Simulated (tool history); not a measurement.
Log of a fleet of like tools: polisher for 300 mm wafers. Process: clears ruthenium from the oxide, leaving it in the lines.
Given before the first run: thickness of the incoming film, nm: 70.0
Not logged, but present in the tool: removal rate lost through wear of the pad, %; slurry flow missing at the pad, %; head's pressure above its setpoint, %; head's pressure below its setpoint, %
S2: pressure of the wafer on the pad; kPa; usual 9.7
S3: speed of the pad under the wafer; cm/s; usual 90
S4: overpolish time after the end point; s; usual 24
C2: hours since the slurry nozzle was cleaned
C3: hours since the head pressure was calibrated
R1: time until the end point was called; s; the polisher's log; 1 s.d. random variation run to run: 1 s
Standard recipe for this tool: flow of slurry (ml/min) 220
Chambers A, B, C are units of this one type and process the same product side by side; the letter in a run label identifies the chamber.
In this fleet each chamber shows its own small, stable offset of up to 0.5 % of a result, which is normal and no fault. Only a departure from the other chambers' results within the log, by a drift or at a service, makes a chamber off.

Run 1B, hour 6.3: usual settings; wafers polished on this pad 382; C2 345; C3 540. Result: R1 115.04 s.
At hour 6.5: chamber A: slurry nozzle cleaned.
Run 2A, hour 9.5: usual settings; wafers polished on this pad 217; C2 3.1; C3 934.2. Result: R1 116.38 s.
Run 3C, hour 13.6: usual settings; wafers polished on this pad 491; C2 699.9; C3 29.8. Result: R1 116.06 s.
Run 4A, hour 17.9: usual settings; wafers polished on this pad 299; C2 11.5; C3 942.6. Result: R1 115.53 s.
Run 5B, hour 21.3: usual settings; wafers polished on this pad 528; C2 360; C3 555. Result: R1 116.61 s.
Run 6C, hour 26: usual settings; wafers polished on this pad 613; C2 712.3; C3 42.2. Result: R1 116.31 s.
At hour 26.1: chamber C: worn pad replaced by a new one.
Run 7B, hour 31.4: usual settings; wafers polished on this pad 627; C2 370.1; C3 565.1. Result: R1 115.41 s.
Run 8A, hour 37.5: usual settings; wafers polished on this pad 491; C2 31.1; C3 962.2. Result: R1 115.53 s.
Run 9C, hour 41.4: usual settings; wafers polished on this pad 149; C2 727.7; C3 57.6. Result: R1 116.69 s.
Run 10B, hour 44.6: usual settings; wafers polished on this pad 756; C2 383.3; C3 578.3. Result: R1 115.2 s.
Run 11C, hour 51.7: usual settings; wafers polished on this pad 250; C2 738; C3 67.9. Result: R1 116.19 s.
Run 12A, hour 58: usual settings; wafers polished on this pad 691; C2 51.6; C3 982.7. Result: R1 114.31 s.
Run 13C, hour 64.5: usual settings; wafers polished on this pad 375; C2 750.8; C3 80.7. Result: R1 115.82 s.
Run 14B, hour 70.6: usual settings; wafers polished on this pad 1011; C2 409.3; C3 604.3. Result: R1 113.84 s.
Run 15A, hour 77.7: usual settings; wafers polished on this pad 884; C2 71.3; C3 1002.4. Result: R1 116.53 s.
At hour 80.7: chamber A: head pressure recalibrated.
Run 16C, hour 82.8: usual settings; wafers polished on this pad 554; C2 769.1; C3 99. Result: R1 116.12 s.
At hour 88.7: chamber C: worn pad replaced by a new one.
Run 17A, hour 88.7: usual settings; wafers polished on this pad 991; C2 82.3; C3 8. Result: R1 115.55 s.
Run 18B, hour 94: usual settings; wafers polished on this pad 1239; C2 432.7; C3 627.7. Result: R1 117.62 s.
Run 19B, hour 98.1: usual settings; wafers polished on this pad 1280; C2 436.8; C3 631.8. Result: R1 115.61 s.
At hour 102.7: chamber C: slurry nozzle cleaned.
Run 20C, hour 103: usual settings; wafers polished on this pad 139; C2 0.4; C3 119.2. Result: R1 114.99 s.
Run 21A, hour 109.5: usual settings; wafers polished on this pad 1195; C2 103.1; C3 28.8. Result: R1 119.87 s.
Run 22B, hour 114.5: usual settings; wafers polished on this pad 1440; C2 453.2; C3 648.2. Result: R1 116.01 s.
Run 23C, hour 118.7: usual settings; wafers polished on this pad 293; C2 16.1; C3 134.9. Result: R1 114.31 s.
At hour 122.8: chamber B: worn pad replaced by a new one.
Run 24A, hour 125.5: usual settings; wafers polished on this pad 1351; C2 119.1; C3 44.8. Result: R1 119.81 s.
Run 25B, hour 129.9: usual settings but S2 6.9 kPa; wafers polished on this pad 70; C2 468.6; C3 663.6. Result: R1 161.17 s.
Run 26C, hour 134.4: usual settings but S2 6.9 kPa; wafers polished on this pad 446; C2 31.8; C3 150.6. Result: R1 166.69 s.
Run 27A, hour 141.3: usual settings but S2 6.9 kPa; wafers polished on this pad 1506; C2 134.9; C3 60.6. Result: R1 166.01 s.
Run 28B, hour 147.4: usual settings; wafers polished on this pad 241; C2 486.1; C3 681.1. Result: R1 114.84 s.
Run 29C, hour 153.1: usual settings; wafers polished on this pad 629; C2 50.5; C3 169.3. Result: R1 114.81 s.
Run 30A, hour 159.1: usual settings; wafers polished on this pad 1680; C2 152.7; C3 78.4. Result: R1 122.41 s.
At hour 160.3: chamber C: worn pad replaced by a new one.
Run 31B, hour 163.8: usual settings; wafers polished on this pad 401; C2 502.5; C3 697.5. Result: R1 115.28 s.
Run 32A, hour 170: usual settings; wafers polished on this pad 1786; C2 163.6; C3 89.3. Result: R1 119.83 s.
Run 33C, hour 175.3: usual settings; wafers polished on this pad 147; C2 72.7; C3 191.5. Result: R1 115.56 s.
Run 34C, hour 181.6: usual settings; wafers polished on this pad 209; C2 79; C3 197.8. Result: R1 116.34 s.
Run 35B, hour 184.9: usual settings but S2 8.3 kPa, S3 76 cm/s; wafers polished on this pad 608; C2 523.6; C3 718.6. Result: R1 160.89 s.
Run 36A, hour 189: usual settings but S2 8.3 kPa, S3 76 cm/s; wafers polished on this pad 1972; C2 182.6; C3 108.3. Result: R1 166.53 s.
Run 37B, hour 195.8: usual settings but S2 8.3 kPa, S3 76 cm/s; wafers polished on this pad 714; C2 534.5; C3 729.5. Result: R1 159.88 s.
Run 38C, hour 200.9: usual settings; wafers polished on this pad 397; C2 98.3; C3 217.1. Result: R1 115.69 s.
Run 39A, hour 204.7: usual settings; wafers polished on this pad 2126; C2 198.3; C3 124. Result: R1 123.82 s.
Run 40B, hour 210: usual settings; wafers polished on this pad 853; C2 548.7; C3 743.7. Result: R1 115.05 s.
Run 41A, hour 216.4: usual settings; wafers polished on this pad 2240; C2 210; C3 135.7. Result: R1 122.49 s.

Which is it: a chamber that has drifted or been left off by a service, a gauge drift common to all chambers, or only each chamber's usual small offset? If a chamber is off, name it and its likeliest cause.

Chamber A drifts away from the others.
Most likely cause: removal rate lost through wear of the pad, % = 6.38.
The log may not tell that from: slurry flow missing at the pad, %.

Below are 4 candidate recipes for chamber A's next run, each the usual settings with a change, their results shown as question marks. Which of them brings A's results back in line with what the other chambers give on the usual settings?
To be in line, a result may differ from the other chambers' mean on the usual settings by at most: R1 3.5 s
Run 42A-1, hour 221.5: usual settings but S2 9 kPa. Result: R1 ?.
Run 42A-2, hour 221.5: usual settings but flow of slurry (ml/min) 245. Result: R1 ?.
Run 42A-3, hour 221.5: usual settings but S3 88 cm/s. Result: R1 ?.
Run 42A-4, hour 221.5: usual settings but S2 10.3 kPa. Result: R1 ?.

What the other chambers average on the usual settings: R1 115.68 s
  run      R1
42A-1  133.32
42A-2  122.28
42A-3  126.65
42A-4  115.69
The right change is 42A-4: it brings the chamber back within the allowed miss of the others.

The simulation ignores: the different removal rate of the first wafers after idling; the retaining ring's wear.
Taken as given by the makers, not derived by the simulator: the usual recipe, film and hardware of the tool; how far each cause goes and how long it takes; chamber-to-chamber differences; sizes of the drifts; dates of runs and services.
